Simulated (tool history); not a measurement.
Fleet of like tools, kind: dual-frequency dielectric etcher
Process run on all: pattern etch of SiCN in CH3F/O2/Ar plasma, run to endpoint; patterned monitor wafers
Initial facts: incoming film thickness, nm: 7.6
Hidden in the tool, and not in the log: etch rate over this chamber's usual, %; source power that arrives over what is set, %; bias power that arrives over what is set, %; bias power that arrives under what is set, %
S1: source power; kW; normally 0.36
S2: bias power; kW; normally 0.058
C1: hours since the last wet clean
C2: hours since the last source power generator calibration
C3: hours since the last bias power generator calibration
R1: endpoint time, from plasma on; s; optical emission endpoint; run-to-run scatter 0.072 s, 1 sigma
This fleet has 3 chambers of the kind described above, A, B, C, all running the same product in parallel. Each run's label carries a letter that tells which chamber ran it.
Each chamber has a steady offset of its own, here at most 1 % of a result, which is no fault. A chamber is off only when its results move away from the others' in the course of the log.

run   hour    S1     S2     C1      C2      C3      R1
 1C   10.9  0.36  0.058  251.6     982   137.8   22.72
 2A     23  0.36  0.058   36.4   446.4  2141.2   22.91
 3B   30.1  0.36  0.058  299.6  2696.9   104.5  22.529
 4A   42.7  0.36  0.058   56.1   466.1  2160.9  22.893
 5C   54.9  0.36  0.058  295.6    1026   181.8  22.632
 6B   61.5  0.36  0.058    331  2728.3   135.9  22.601
 7A   70.1  0.36  0.058   83.5   493.5  2188.3  22.807
 8B   76.5  0.36  0.058    346  2743.3   150.9  22.531
 9C   83.5  0.36  0.058  324.2  1054.6   210.4   22.83
10B   92.9  0.36  0.058  362.4  2759.7   167.3  22.571
11A  103.4  0.36  0.048  116.8   526.8  2221.6  24.349
12C  110.5  0.36  0.048  351.2  1081.6   237.4  24.248
13C  118.2  0.36  0.048  358.9  1089.3   245.1  24.144
14B  125.3  0.36  0.058  394.8  2792.1   199.7  22.557
15A  136.5  0.36  0.058  149.9   559.9  2254.7  22.924
     137.3  -- chamber C: wet clean of the chamber
16A  145.2  0.41  0.047  158.6   568.6  2263.4  23.394
17B  152.4  0.41  0.047  421.9  2819.2   226.8  22.765
18C  162.2  0.41  0.047     25  1133.3   289.1  23.197
19C  169.3  0.36  0.058   32.1  1140.4   296.2  22.873
20A  181.5  0.36  0.058  194.9   604.9  2299.7  22.848
21B    192  0.44  0.053  461.5  2858.8   266.4  21.067
22C  198.5  0.44  0.053   61.3  1169.6   325.4  21.532
23B  210.7  0.44  0.053  480.2  2877.5   285.1  20.852
24A    222  0.36  0.058  235.4   645.4  2340.2  22.813
25C  235.1  0.36  0.058   97.9  1206.2     362  22.792
26A  246.9  0.36  0.058  260.3   670.3  2365.1  22.883

What goes on in this fleet: one chamber off, a drifting gauge, or nothing beyond the chambers' own small offsets? Name the chamber and the cause, if any.

Little by little, chamber B moves away from the other chambers.
Most likely cause: etch rate over this chamber's usual, % = 4.43.

Here are 4 candidates for chamber B's next run, each the usual settings with a change, their results left as question marks. Which one brings its results back in line with what the others give on the usual settings?
In-line tolerance around the mean of the other chambers on the usual settings: R1 0.25 s
27B-1  256.5  0.36  0.049               ?
27B-2  256.5  0.37  0.059               ?
27B-3  256.5  0.36  0.055               ?
27B-4  256.5  0.39  0.062               ?

What the other chambers average on the usual settings: R1 22.791 s
  run      R1
27B-1  22.898
27B-2  21.304
27B-3  22.045
27B-4  20.527
With 27B-1, the chamber falls back in line with the rest.

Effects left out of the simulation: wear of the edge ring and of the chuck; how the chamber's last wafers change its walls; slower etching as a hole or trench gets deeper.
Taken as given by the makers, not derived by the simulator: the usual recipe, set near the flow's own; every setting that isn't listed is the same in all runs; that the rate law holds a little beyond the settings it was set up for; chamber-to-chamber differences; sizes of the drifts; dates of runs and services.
